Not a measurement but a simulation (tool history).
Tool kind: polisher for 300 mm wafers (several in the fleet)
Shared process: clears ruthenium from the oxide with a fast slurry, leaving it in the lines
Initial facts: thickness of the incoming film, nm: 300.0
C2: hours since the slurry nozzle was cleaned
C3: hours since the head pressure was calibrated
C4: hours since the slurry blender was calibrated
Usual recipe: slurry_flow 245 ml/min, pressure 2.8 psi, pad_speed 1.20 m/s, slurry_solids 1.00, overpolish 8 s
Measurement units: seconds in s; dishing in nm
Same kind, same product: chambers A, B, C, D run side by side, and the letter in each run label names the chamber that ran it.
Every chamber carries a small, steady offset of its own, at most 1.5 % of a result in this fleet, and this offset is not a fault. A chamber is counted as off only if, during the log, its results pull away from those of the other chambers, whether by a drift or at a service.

{"run": "1D", "hour": 6.9, "slurry_flow": 245, "pressure": 2.8, "pad_speed": 1.2, "slurry_solids": 1.0, "overpolish": 8, "wafers polished on this pad": 419, "C2": 168.8, "C3": 493.5, "C4": 314.1, "seconds": 66.336, "dishing": 31.09}
{"run": "2A", "hour": 12.1, "slurry_flow": 245, "pressure": 2.8, "pad_speed": 1.2, "slurry_solids": 1.0, "overpolish": 8, "wafers polished on this pad": 422, "C2": 442.8, "C3": 616.2, "C4": 317.8, "seconds": 65.566, "dishing": 31.167}
{"hour": 12.5, "done": "chamber A: slurry nozzle cleaned"}
{"run": "3C", "hour": 16.7, "slurry_flow": 245, "pressure": 2.8, "pad_speed": 1.2, "slurry_solids": 1.0, "overpolish": 8, "wafers polished on this pad": 862, "C2": 357.2, "C3": 346.9, "C4": 324.9, "seconds": 65.277, "dishing": 29.738}
{"run": "4B", "hour": 20.0, "slurry_flow": 245, "pressure": 2.8, "pad_speed": 1.2, "slurry_solids": 1.0, "overpolish": 8, "wafers polished on this pad": 244, "C2": 862.2, "C3": 223.6, "C4": 209.4, "seconds": 64.49, "dishing": 31.04}
{"run": "5A", "hour": 23.1, "slurry_flow": 245, "pressure": 2.8, "pad_speed": 1.2, "slurry_solids": 1.0, "overpolish": 8, "wafers polished on this pad": 524, "C2": 10.6, "C3": 627.2, "C4": 328.8, "seconds": 66.541, "dishing": 30.836}
{"hour": 25.2, "done": "chamber D: worn pad replaced by a new one"}
{"run": "6C", "hour": 27.2, "slurry_flow": 245, "pressure": 2.8, "pad_speed": 1.2, "slurry_solids": 1.0, "overpolish": 8, "wafers polished on this pad": 960, "C2": 367.7, "C3": 357.4, "C4": 335.4, "seconds": 65.289, "dishing": 30.673}
{"hour": 28.9, "done": "chamber A: worn pad replaced by a new one"}
{"hour": 30.1, "done": "chamber C: slurry blender recalibrated"}
{"hour": 31.1, "done": "chamber A: head pressure recalibrated"}
{"hour": 31.4, "done": "chamber C: worn pad replaced by a new one"}
{"run": "7D", "hour": 33.3, "slurry_flow": 245, "pressure": 2.8, "pad_speed": 1.2, "slurry_solids": 1.0, "overpolish": 8, "wafers polished on this pad": 76, "C2": 195.2, "C3": 519.9, "C4": 340.5, "seconds": 65.599, "dishing": 30.163}
{"run": "8B", "hour": 37.2, "slurry_flow": 245, "pressure": 2.8, "pad_speed": 1.2, "slurry_solids": 1.0, "overpolish": 8, "wafers polished on this pad": 404, "C2": 879.4, "C3": 240.8, "C4": 226.6, "seconds": 65.915, "dishing": 31.424}
{"run": "9D", "hour": 40.5, "slurry_flow": 245, "pressure": 2.8, "pad_speed": 1.2, "slurry_solids": 0.75, "overpolish": 8, "wafers polished on this pad": 143, "C2": 202.4, "C3": 527.1, "C4": 347.7, "seconds": 75.239, "dishing": 26.916}
{"run": "10C", "hour": 47.1, "slurry_flow": 245, "pressure": 2.8, "pad_speed": 1.2, "slurry_solids": 0.75, "overpolish": 8, "wafers polished on this pad": 146, "C2": 387.6, "C3": 377.3, "C4": 17.1, "seconds": 76.784, "dishing": 26.425}
{"run": "11B", "hour": 52.2, "slurry_flow": 245, "pressure": 2.8, "pad_speed": 1.2, "slurry_solids": 0.75, "overpolish": 8, "wafers polished on this pad": 544, "C2": 894.4, "C3": 255.8, "C4": 241.6, "seconds": 75.174, "dishing": 26.96}
{"hour": 53.0, "done": "chamber B: worn pad replaced by a new one"}
{"run": "12A", "hour": 58.0, "slurry_flow": 245, "pressure": 2.8, "pad_speed": 1.2, "slurry_solids": 0.75, "overpolish": 8, "wafers polished on this pad": 271, "C2": 45.5, "C3": 27.0, "C4": 363.7, "seconds": 74.718, "dishing": 27.874}
{"run": "13B", "hour": 63.6, "slurry_flow": 245, "pressure": 2.8, "pad_speed": 1.2, "slurry_solids": 1.0, "overpolish": 8, "wafers polished on this pad": 99, "C2": 905.8, "C3": 267.2, "C4": 253.0, "seconds": 65.473, "dishing": 30.994}
{"hour": 65.8, "done": "chamber B: slurry nozzle cleaned"}
{"run": "14C", "hour": 69.7, "slurry_flow": 245, "pressure": 2.8, "pad_speed": 1.2, "slurry_solids": 1.0, "overpolish": 8, "wafers polished on this pad": 356, "C2": 410.2, "C3": 399.9, "C4": 39.7, "seconds": 65.133, "dishing": 30.27}
{"run": "15A", "hour": 76.5, "slurry_flow": 320, "pressure": 2.8, "pad_speed": 1.2, "slurry_solids": 1.0, "overpolish": 8, "wafers polished on this pad": 443, "C2": 64.0, "C3": 45.5, "C4": 382.2, "seconds": 63.71, "dishing": 30.727}
{"run": "16D", "hour": 81.9, "slurry_flow": 320, "pressure": 2.8, "pad_speed": 1.2, "slurry_solids": 1.0, "overpolish": 8, "wafers polished on this pad": 528, "C2": 243.8, "C3": 568.5, "C4": 389.1, "seconds": 63.711, "dishing": 30.908}
{"run": "17A", "hour": 85.7, "slurry_flow": 320, "pressure": 2.8, "pad_speed": 1.2, "slurry_solids": 1.0, "overpolish": 8, "wafers polished on this pad": 528, "C2": 73.2, "C3": 54.7, "C4": 391.4, "seconds": 64.491, "dishing": 31.611}
{"hour": 86.0, "done": "chamber D: worn pad replaced by a new one"}
{"run": "18D", "hour": 88.8, "slurry_flow": 320, "pressure": 2.8, "pad_speed": 1.2, "slurry_solids": 1.0, "overpolish": 8, "wafers polished on this pad": 26, "C2": 250.7, "C3": 575.4, "C4": 396.0, "seconds": 65.64, "dishing": 31.366}
{"hour": 89.4, "done": "chamber C: head pressure recalibrated"}
{"run": "19C", "hour": 94.2, "slurry_flow": 245, "pressure": 2.8, "pad_speed": 1.2, "slurry_solids": 1.0, "overpolish": 8, "wafers polished on this pad": 584, "C2": 434.7, "C3": 4.9, "C4": 64.2, "seconds": 65.256, "dishing": 30.832}
{"hour": 96.4, "done": "chamber A: worn pad replaced by a new one"}
{"run": "20B", "hour": 98.9, "slurry_flow": 245, "pressure": 2.8, "pad_speed": 1.2, "slurry_solids": 1.0, "overpolish": 8, "wafers polished on this pad": 427, "C2": 33.2, "C3": 302.5, "C4": 288.3, "seconds": 66.146, "dishing": 29.621}
{"run": "21C", "hour": 102.7, "slurry_flow": 245, "pressure": 2.8, "pad_speed": 1.2, "slurry_solids": 1.0, "overpolish": 8, "wafers polished on this pad": 663, "C2": 443.2, "C3": 13.4, "C4": 72.7, "seconds": 65.866, "dishing": 30.941}
{"run": "22D", "hour": 109.6, "slurry_flow": 245, "pressure": 2.8, "pad_speed": 1.2, "slurry_solids": 1.0, "overpolish": 8, "wafers polished on this pad": 220, "C2": 271.5, "C3": 596.2, "C4": 416.8, "seconds": 65.416, "dishing": 29.397}
{"run": "23B", "hour": 113.6, "slurry_flow": 245, "pressure": 2.8, "pad_speed": 1.2, "slurry_solids": 1.0, "overpolish": 8, "wafers polished on this pad": 564, "C2": 47.9, "C3": 317.2, "C4": 303.0, "seconds": 65.113, "dishing": 31.816}
{"hour": 113.7, "done": "chamber B: worn pad replaced by a new one"}
{"run": "24A", "hour": 118.5, "slurry_flow": 245, "pressure": 2.0, "pad_speed": 1.2, "slurry_solids": 1.0, "overpolish": 8, "wafers polished on this pad": 206, "C2": 106.0, "C3": 87.5, "C4": 424.2, "seconds": 91.289, "dishing": 22.505}
{"hour": 124.3, "done": "chamber D: slurry blender recalibrated"}
{"run": "25A", "hour": 125.2, "slurry_flow": 245, "pressure": 2.0, "pad_speed": 1.2, "slurry_solids": 1.0, "overpolish": 8, "wafers polished on this pad": 268, "C2": 112.7, "C3": 94.2, "C4": 430.9, "seconds": 90.802, "dishing": 23.094}
{"run": "26B", "hour": 129.6, "slurry_flow": 245, "pressure": 2.0, "pad_speed": 1.2, "slurry_solids": 1.0, "overpolish": 8, "wafers polished on this pad": 148, "C2": 63.9, "C3": 333.2, "C4": 319.0, "seconds": 93.897, "dishing": 23.057}
{"run": "27C", "hour": 133.7, "slurry_flow": 245, "pressure": 2.0, "pad_speed": 1.2, "slurry_solids": 1.0, "overpolish": 8, "wafers polished on this pad": 951, "C2": 474.2, "C3": 44.4, "C4": 103.7, "seconds": 91.229, "dishing": 22.716}
{"hour": 135.9, "done": "chamber C: worn pad replaced by a new one"}
{"run": "28D", "hour": 137.9, "slurry_flow": 245, "pressure": 2.8, "pad_speed": 1.38, "slurry_solids": 1.0, "overpolish": 4, "wafers polished on this pad": 483, "C2": 299.8, "C3": 624.5, "C4": 13.7, "seconds": 56.048, "dishing": 17.931}
{"run": "29D", "hour": 143.2, "slurry_flow": 245, "pressure": 2.8, "pad_speed": 1.38, "slurry_solids": 1.0, "overpolish": 4, "wafers polished on this pad": 532, "C2": 305.1, "C3": 629.8, "C4": 19.0, "seconds": 57.984, "dishing": 18.0}
{"run": "30C", "hour": 150.2, "slurry_flow": 245, "pressure": 2.8, "pad_speed": 1.38, "slurry_solids": 1.0, "overpolish": 4, "wafers polished on this pad": 133, "C2": 490.7, "C3": 60.9, "C4": 120.2, "seconds": 56.53, "dishing": 18.357}
{"run": "31B", "hour": 155.9, "slurry_flow": 245, "pressure": 2.8, "pad_speed": 1.38, "slurry_solids": 1.0, "overpolish": 4, "wafers polished on this pad": 392, "C2": 90.2, "C3": 359.5, "C4": 345.3, "seconds": 58.354, "dishing": 18.976}
{"hour": 158.1, "done": "chamber B: head pressure recalibrated"}
{"hour": 158.3, "done": "chamber D: worn pad replaced by a new one"}
{"run": "32A", "hour": 160.5, "slurry_flow": 245, "pressure": 2.8, "pad_speed": 1.2, "slurry_solids": 1.0, "overpolish": 8, "wafers polished on this pad": 596, "C2": 148.0, "C3": 129.5, "C4": 466.2, "seconds": 64.773, "dishing": 30.448}
{"run": "33B", "hour": 163.6, "slurry_flow": 245, "pressure": 3.7, "pad_speed": 1.2, "slurry_solids": 1.0, "overpolish": 8, "wafers polished on this pad": 464, "C2": 97.9, "C3": 5.6, "C4": 353.0, "seconds": 50.345, "dishing": 39.319}
{"run": "34C", "hour": 170.1, "slurry_flow": 245, "pressure": 3.7, "pad_speed": 1.2, "slurry_solids": 1.0, "overpolish": 8, "wafers polished on this pad": 318, "C2": 510.6, "C3": 80.8, "C4": 140.1, "seconds": 49.857, "dishing": 39.269}
{"hour": 170.5, "done": "chamber A: worn pad replaced by a new one"}
{"run": "35D", "hour": 176.5, "slurry_flow": 245, "pressure": 3.7, "pad_speed": 1.2, "slurry_solids": 1.0, "overpolish": 8, "wafers polished on this pad": 170, "C2": 338.4, "C3": 663.1, "C4": 52.3, "seconds": 50.152, "dishing": 39.371}
{"run": "36A", "hour": 183.6, "slurry_flow": 245, "pressure": 3.7, "pad_speed": 1.2, "slurry_solids": 1.0, "overpolish": 8, "wafers polished on this pad": 122, "C2": 171.1, "C3": 152.6, "C4": 489.3, "seconds": 50.233, "dishing": 40.736}
{"run": "37A", "hour": 187.5, "slurry_flow": 245, "pressure": 2.8, "pad_speed": 1.2, "slurry_solids": 1.0, "overpolish": 8, "wafers polished on this pad": 159, "C2": 175.0, "C3": 156.5, "C4": 493.2, "seconds": 66.01, "dishing": 31.085}

Is one chamber off against the others, does the gauge drift, or is nothing wrong? If a chamber is off, say which, and what the likeliest cause is.

No chamber stands off beyond its own small offset, and the gauge holds steady.

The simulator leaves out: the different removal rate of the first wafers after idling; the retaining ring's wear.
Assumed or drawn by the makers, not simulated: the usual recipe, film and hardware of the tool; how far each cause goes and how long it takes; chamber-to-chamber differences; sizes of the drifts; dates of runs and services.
